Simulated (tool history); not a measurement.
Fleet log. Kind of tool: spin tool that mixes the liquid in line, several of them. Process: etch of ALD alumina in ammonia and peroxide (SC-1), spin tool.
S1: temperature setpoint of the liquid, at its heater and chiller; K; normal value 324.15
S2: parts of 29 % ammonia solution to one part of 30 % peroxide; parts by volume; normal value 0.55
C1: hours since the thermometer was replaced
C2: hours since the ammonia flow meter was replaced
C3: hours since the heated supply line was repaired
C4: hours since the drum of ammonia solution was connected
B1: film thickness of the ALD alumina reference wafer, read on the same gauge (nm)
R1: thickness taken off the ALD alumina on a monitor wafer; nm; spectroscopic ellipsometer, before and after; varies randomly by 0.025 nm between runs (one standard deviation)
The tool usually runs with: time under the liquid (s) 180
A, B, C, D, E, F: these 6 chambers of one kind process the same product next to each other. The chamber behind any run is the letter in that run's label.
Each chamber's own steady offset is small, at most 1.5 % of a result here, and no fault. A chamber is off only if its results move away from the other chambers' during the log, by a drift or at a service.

At hour 1.6: chamber C: ammonia flow meter replaced.
Run 1D, hour 5.7: usual settings; C1 544.8; C2 621.1; C3 1101.8; C4 870.8; B1 140.01. Result: R1 7.8718 nm.
Run 2C, hour 14.1: usual settings; C1 315.2; C2 12.6; C3 2526.1; C4 428.5; B1 139.99. Result: R1 7.7621 nm.
Run 3A, hour 23.5: usual settings; C1 302.5; C2 42.2; C3 1736.7; C4 777.5; B1 139.99. Result: R1 7.8626 nm.
Run 4E, hour 31.1: usual settings; C1 721.0; C2 1831.5; C3 171.3; C4 259.3; B1 139.99. Result: R1 7.8154 nm.
Run 5B, hour 37.9: usual settings; C1 236.3; C2 1238.9; C3 700.5; C4 299.0; B1 140.01. Result: R1 7.8653 nm.
Run 6F, hour 44.1: usual settings; C1 373.2; C2 313.5; C3 941.5; C4 136.0; B1 140.00. Result: R1 7.7382 nm.
Run 7D, hour 49.5: usual settings; C1 588.6; C2 664.9; C3 1145.6; C4 914.6; B1 140.01. Result: R1 7.8287 nm.
Run 8F, hour 60.9: usual settings; C1 390.0; C2 330.3; C3 958.3; C4 152.8; B1 140.03. Result: R1 7.7296 nm.
Run 9A, hour 72.3: usual settings; C1 351.3; C2 91.0; C3 1785.5; C4 826.3; B1 139.98. Result: R1 7.8495 nm.
Run 10B, hour 81.8: usual settings; C1 280.2; C2 1282.8; C3 744.4; C4 342.9; B1 140.02. Result: R1 7.8855 nm.
Run 11E, hour 87.1: usual settings; C1 777.0; C2 1887.5; C3 227.3; C4 315.3; B1 140.01. Result: R1 7.9057 nm.
At hour 92.9: chamber C: new drum of ammonia solution connected.
Run 12C, hour 96.4: usual settings; C1 397.5; C2 94.9; C3 2608.4; C4 3.6; B1 139.97. Result: R1 7.7768 nm.
Run 13C, hour 104.3: usual settings; C1 405.4; C2 102.8; C3 2616.3; C4 11.5; B1 139.99. Result: R1 7.8185 nm.
Run 14F, hour 112.4: usual settings but S2 0.45 parts by volume; C1 441.5; C2 381.8; C3 1009.8; C4 204.3; B1 139.99. Result: R1 7.6375 nm.
Run 15A, hour 119.5: usual settings but S2 0.45 parts by volume; C1 398.5; C2 138.2; C3 1832.7; C4 873.5; B1 139.98. Result: R1 7.6871 nm.
Run 16E, hour 125.3: usual settings but S2 0.45 parts by volume; C1 815.2; C2 1925.7; C3 265.5; C4 353.5; B1 140.04. Result: R1 7.8087 nm.
Run 17D, hour 134.7: usual settings but S2 0.45 parts by volume; C1 673.8; C2 750.1; C3 1230.8; C4 999.8; B1 140.00. Result: R1 7.7181 nm.
Run 18B, hour 142.1: usual settings but S2 0.45 parts by volume; C1 340.5; C2 1343.1; C3 804.7; C4 403.2; B1 139.99. Result: R1 7.6870 nm.
At hour 149.8: chamber D: new drum of ammonia solution connected.
Run 19C, hour 150.9: usual settings but S2 0.45 parts by volume; C1 452.0; C2 149.4; C3 2662.9; C4 58.1; B1 140.00. Result: R1 7.6917 nm.
At hour 157.5: chamber F: new drum of ammonia solution connected.
Run 20F, hour 162.6: usual settings but S1 320.15 K, time under the liquid (s) 255; C1 491.7; C2 432.0; C3 1060.0; C4 5.1; B1 139.98. Result: R1 8.8315 nm.
At hour 166.1: chamber C: heated supply line repaired.
At hour 170.6: chamber A: new drum of ammonia solution connected.
Run 21B, hour 174.2: usual settings but S1 320.15 K, time under the liquid (s) 255; C1 372.6; C2 1375.2; C3 836.8; C4 435.3; B1 139.96. Result: R1 8.9348 nm.
Run 22A, hour 184.4: usual settings but S1 320.15 K, time under the liquid (s) 255; C1 463.4; C2 203.1; C3 1897.6; C4 13.9; B1 140.00. Result: R1 8.9206 nm.
Run 23E, hour 191.2: usual settings but S1 320.15 K, time under the liquid (s) 255; C1 881.1; C2 1991.6; C3 331.4; C4 419.4; B1 139.98. Result: R1 9.1997 nm.
Run 24D, hour 197.2: usual settings but S1 320.15 K, time under the liquid (s) 255; C1 736.3; C2 812.6; C3 1293.3; C4 47.5; B1 139.98. Result: R1 8.9443 nm.
At hour 201.0: chamber E: new drum of ammonia solution connected.
Run 25E, hour 207.5: usual settings but S1 320.15 K, time under the liquid (s) 255; C1 897.4; C2 2007.9; C3 347.7; C4 6.5; B1 140.01. Result: R1 9.1934 nm.
Run 26C, hour 214.2: usual settings; C1 515.3; C2 212.7; C3 48.1; C4 121.4; B1 139.97. Result: R1 7.8075 nm.
Run 27F, hour 220.2: usual settings; C1 549.3; C2 489.6; C3 1117.6; C4 62.7; B1 140.01. Result: R1 7.8218 nm.
Run 28A, hour 226.1: usual settings; C1 505.1; C2 244.8; C3 1939.3; C4 55.6; B1 140.01. Result: R1 7.7917 nm.
Run 29D, hour 237.7: usual settings; C1 776.8; C2 853.1; C3 1333.8; C4 88.0; B1 139.99. Result: R1 7.8277 nm.
Run 30B, hour 245.8: usual settings; C1 444.2; C2 1446.8; C3 908.4; C4 506.9; B1 139.99. Result: R1 7.8635 nm.
Run 31D, hour 251.5: usual settings; C1 790.6; C2 866.9; C3 1347.6; C4 101.8; B1 139.99. Result: R1 7.8755 nm.
Run 32E, hour 260.3: usual settings; C1 950.2; C2 2060.7; C3 400.5; C4 59.3; B1 139.99. Result: R1 8.1715 nm.
Run 33C, hour 267.4: usual settings; C1 568.5; C2 265.9; C3 101.3; C4 174.6; B1 139.99. Result: R1 7.8145 nm.
At hour 276.8: chamber B: thermometer replaced.
Run 34A, hour 277.6: usual settings; C1 556.6; C2 296.3; C3 1990.8; C4 107.1; B1 140.05. Result: R1 7.8818 nm.
Run 35B, hour 288.5: usual settings; C1 11.7; C2 1489.5; C3 951.1; C4 549.6; B1 139.96. Result: R1 7.8526 nm.
Run 36F, hour 298.7: usual settings; C1 627.8; C2 568.1; C3 1196.1; C4 141.2; B1 140.00. Result: R1 7.7915 nm.
Run 37E, hour 306.0: usual settings but S1 318.15 K, S2 0.65 parts by volume; C1 995.9; C2 2106.4; C3 446.2; C4 105.0; B1 140.04. Result: R1 5.9811 nm.
Run 38C, hour 313.5: usual settings but S1 318.15 K, S2 0.65 parts by volume; C1 614.6; C2 312.0; C3 147.4; C4 220.7; B1 140.03. Result: R1 5.6826 nm.
Run 39B, hour 319.8: usual settings but S1 318.15 K, S2 0.65 parts by volume; C1 43.0; C2 1520.8; C3 982.4; C4 580.9; B1 140.02. Result: R1 5.6884 nm.

Predict what each chamber gives when all 6 of them run the settings below next.
Run 40A, hour 328.3: usual settings. Result: R1 ?.
Run 40B, hour 328.3: usual settings. Result: R1 ?.
Run 40C, hour 328.3: usual settings. Result: R1 ?.
Run 40D, hour 328.3: usual settings. Result: R1 ?.
Run 40E, hour 328.3: usual settings. Result: R1 ?.
Run 40F, hour 328.3: usual settings. Result: R1 ?.

run      R1
40A  7.8620
40B  7.8948
40C  7.7743
40D  7.9006
40E  8.2374
40F  7.7750
